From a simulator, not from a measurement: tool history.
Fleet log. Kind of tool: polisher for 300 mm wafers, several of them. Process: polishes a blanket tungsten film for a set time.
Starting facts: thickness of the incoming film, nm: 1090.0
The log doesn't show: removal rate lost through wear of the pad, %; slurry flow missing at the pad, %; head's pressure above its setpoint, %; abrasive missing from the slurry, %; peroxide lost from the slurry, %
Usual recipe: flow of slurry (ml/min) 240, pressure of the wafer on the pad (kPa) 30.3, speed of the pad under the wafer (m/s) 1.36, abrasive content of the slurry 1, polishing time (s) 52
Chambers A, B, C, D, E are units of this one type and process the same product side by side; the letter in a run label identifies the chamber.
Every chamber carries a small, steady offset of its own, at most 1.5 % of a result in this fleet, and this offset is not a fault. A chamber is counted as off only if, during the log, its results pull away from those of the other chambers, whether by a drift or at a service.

run   hour  flow of slurry (ml/min)  pressure of the wafer on the pad (kPa)  speed of the pad under the wafer (m/s)  abrasive content of the slurry  polishing time (s)  wafers polished on this pad  hours since the slurry nozzle was cleaned  hours since the head pressure was calibrated  hours since the slurry blender was calibrated  hours since the slurry got fresh peroxide  film removed (nm)
       6.7  -- chamber C: slurry tank refilled with fresh slurry and peroxide
 1E   12.6                      240                                    30.3                                    1.36                               1                  52                          212                                        260                                          60.5                                          248.3                                      118.7             399.34
      13.4  -- chamber D: slurry tank refilled with fresh slurry and peroxide
      14.8  -- chamber A: worn pad replaced by a new one
      22.1  -- chamber A: slurry tank refilled with fresh slurry and peroxide
 2A   22.3                      240                                    30.3                                    1.36                               1                  52                           98                                       81.7                                         768.1                                          398.8                                        0.2             421.81
      26.3  -- chamber D: slurry blender recalibrated
 3C   31.4                      240                                    30.3                                    1.36                               1                  52                          870                                      731.3                                         829.7                                            122                                       24.8             411.11
 4B   38.4                      240                                    30.3                                    1.36                               1                  52                          870                                      593.2                                          47.6                                          127.8                                       59.1             413.99
      39.9  -- chamber B: slurry blender recalibrated
        40  -- chamber C: slurry nozzle cleaned
      40.2  -- chamber B: slurry tank refilled with fresh slurry and peroxide
      41.1  -- chamber C: worn pad replaced by a new one
      45.5  -- chamber D: worn pad replaced by a new one
 5D   52.7                      240                                    30.3                                    1.36                               1                  52                           94                                      162.5                                         560.7                                           26.5                                       39.3             410.68
 6C   61.9                      240                                    30.3                                    1.36                               1                  52                          269                                       21.9                                         860.2                                          152.5                                       55.3              413.3
      69.5  -- chamber E: slurry tank refilled with fresh slurry and peroxide
 7D   70.9                      240                                    30.3                                    1.36                               1                  52                          330                                      180.7                                         578.9                                           44.7                                       57.5             414.16
      75.5  -- chamber E: worn pad replaced by a new one
 8A   81.9                      240                                    30.3                                    1.52                               1                  52                          870                                      141.3                                         827.7                                          458.4                                       59.8             462.76
      87.9  -- chamber C: slurry tank refilled with fresh slurry and peroxide
      87.9  -- chamber A: slurry blender recalibrated
 9B   90.8                      240                                    30.3                                    1.52                               1                  52                         1549                                      645.6                                           100                                           50.9                                       50.7             473.51
      99.5  -- chamber B: worn pad replaced by a new one
10E  103.1                      240                                    30.3                                    1.52                               1                  52                          357                                      350.5                                           151                                          338.8                                       33.6             456.47
     106.9  -- chamber D: head pressure recalibrated
     108.3  -- chamber B: slurry tank refilled with fresh slurry and peroxide
     112.2  -- chamber C: worn pad replaced by a new one
11D  112.9                      240                                    30.3                                    1.52                               1                  52                          874                                      222.7                                             6                                           86.7                                       99.5             454.34
     120.4  -- chamber A: worn pad replaced by a new one
12B  125.4                      240                                    30.3                                    1.52                               1                  52                          335                                      680.2                                         134.6                                           85.5                                       17.1             465.33
13C  134.3                      240                                    30.3                                     1.5                            0.85                  52                          286                                       94.3                                         932.6                                          224.9                                       46.5              438.5
     141.2  -- chamber D: slurry nozzle cleaned
     142.1  -- chamber E: worn pad replaced by a new one
14A    147                      240                                    30.3                                     1.5                            0.85                  52                          345                                      206.4                                         892.8                                           59.2                                      124.9             440.06
     150.3  -- chamber D: slurry tank refilled with fresh slurry and peroxide
     151.3  -- chamber B: slurry blender recalibrated
15E  154.9                      240                                    30.3                                     1.5                            0.85                  52                          166                                      402.3                                         202.8                                          390.6                                       85.4             432.44
     156.3  -- chamber D: worn pad replaced by a new one
     160.4  -- chamber C: slurry tank refilled with fresh slurry and peroxide
16C  161.2                      240                                    30.3                                     1.5                            0.85                  52                          635                                      121.2                                         959.5                                          251.8                                        0.8             430.04
17E    173                      240                                    30.3                                     1.5                            0.85                  52                          400                                      420.4                                         220.9                                          408.7                                      103.5             433.48
     175.2  -- chamber A: slurry tank refilled with fresh slurry and peroxide
     178.9  -- chamber D: slurry blender recalibrated
     184.1  -- chamber B: slurry nozzle cleaned
     184.4  -- chamber B: slurry tank refilled with fresh slurry and peroxide
     186.4  -- chamber C: worn pad replaced by a new one
18D  187.3                      240                                    30.3                                    1.36                               1                  52                          402                                       46.1                                          80.4                                            8.5                                         37             409.98
     196.8  -- chamber A: slurry nozzle cleaned
19B  199.6                      240                                    30.3                                    1.36                               1                  52                         1296                                       15.5                                         208.8                                           48.4                                       15.3             415.87
20A  207.8                      240                                    30.3                                    1.36                               1                  52                         1132                                       11.1                                         953.6                                            120                                       32.6             419.11
     208.1  -- chamber A: worn pad replaced by a new one
     208.2  -- chamber E: worn pad replaced by a new one
     208.8  -- chamber B: worn pad replaced by a new one
     209.7  -- chamber C: slurry blender recalibrated
     212.6  -- chamber E: slurry blender recalibrated
21C  216.2                      240                                    30.3                                    1.36                               1                  52                          385                                      176.2                                        1014.5                                            6.5                                       55.8             406.08
22E  223.1                      240                                    30.3                                    1.36                               1                  52                          193                                      470.5                                           271                                           10.5                                      153.6             409.35
     223.7  -- chamber A: head pressure recalibrated
       224  -- chamber C: slurry tank refilled with fresh slurry and peroxide
23B  230.4                      240                                    30.3                                    1.36                               1                  52                          279                                       46.3                                         239.6                                           79.2                                       46.1             417.14
24A  239.7                      240                                    30.3                                    1.36                               1                  52                          410                                         43                                          16.1                                          151.9                                       64.5             413.65
     246.7  -- chamber E: slurry tank refilled with fresh slurry and peroxide
25D  247.9                      240                                    30.3                                    1.36                               1                  52                         1187                                      106.7                                           141                                           69.1                                       97.6             408.53
     251.8  -- chamber C: worn pad replaced by a new one
26D  255.5                      240                                    30.3                                    1.36                               1                  52                         1285                                      114.3                                         148.6                                           76.7                                      105.2             411.66
     255.8  -- chamber D: worn pad replaced by a new one
       263  -- chamber B: slurry tank refilled with fresh slurry and peroxide
27B    263                      195                                    35.9                                    1.36                               1                  52                          702                                       78.9                                         272.2                                          111.8                                        0.1             481.91
28A  272.1                      195                                    35.9                                    1.36                               1                  52                          829                                       75.4                                          48.5                                          184.3                                       96.9             481.78
     277.5  -- chamber E: worn pad replaced by a new one
29C  279.4                      195                                    35.9                                    1.36                               1                  52                          358                                      239.4                                        1077.7                                           69.7                                       55.4             473.53
     282.9  -- chamber B: slurry blender recalibrated
     287.4  -- chamber C: slurry tank refilled with fresh slurry and peroxide
     290.1  -- chamber D: slurry tank refilled with fresh slurry and peroxide
30E  290.1                      195                                    35.9                                    1.36                               1                  52                          164                                      537.5                                           338                                           77.5                                       43.4             466.24
     297.6  -- chamber A: worn pad replaced by a new one
31E  299.6                      195                                    35.9                                    1.36                               1                  52                          287                                        547                                         347.5                                             87                                       52.9             466.15
     304.5  -- chamber A: slurry tank refilled with fresh slurry and peroxide
32D  306.2                      240                                    30.3                                    1.36                               1                  52                          653                                        165                                         199.3                                          127.4                                       16.1             411.13
33C    313                      240                                    30.3                                    1.36                               1                  52                          793                                        273                                        1111.3                                          103.3                                       25.6             415.39
     319.8  -- chamber B: worn pad replaced by a new one
     325.6  -- chamber B: slurry tank refilled with fresh slurry and peroxide
34B    326                      240                                    30.3                                    1.36                               1                  52                           80                                      141.9                                         335.2                                           43.1                                        0.5             421.45
35A  333.5                      240                                    30.3                                    1.36                               1                  52                          465                                      136.8                                         109.9                                          245.7                                         29              413.9
36E  346.6                      240                                    30.3                                    1.36                               1                  52                          896                                        594                                         394.5                                            134                                       99.9             404.04

Decide between three cases: one chamber stands off from its peers, the gauge reading all wafers drifts, or nothing is wrong past each chamber's small offset. Where a chamber is off, say which and what most likely put it there.

Neither any chamber nor the gauge drifts; the chambers differ only by their own small, steady offsets.
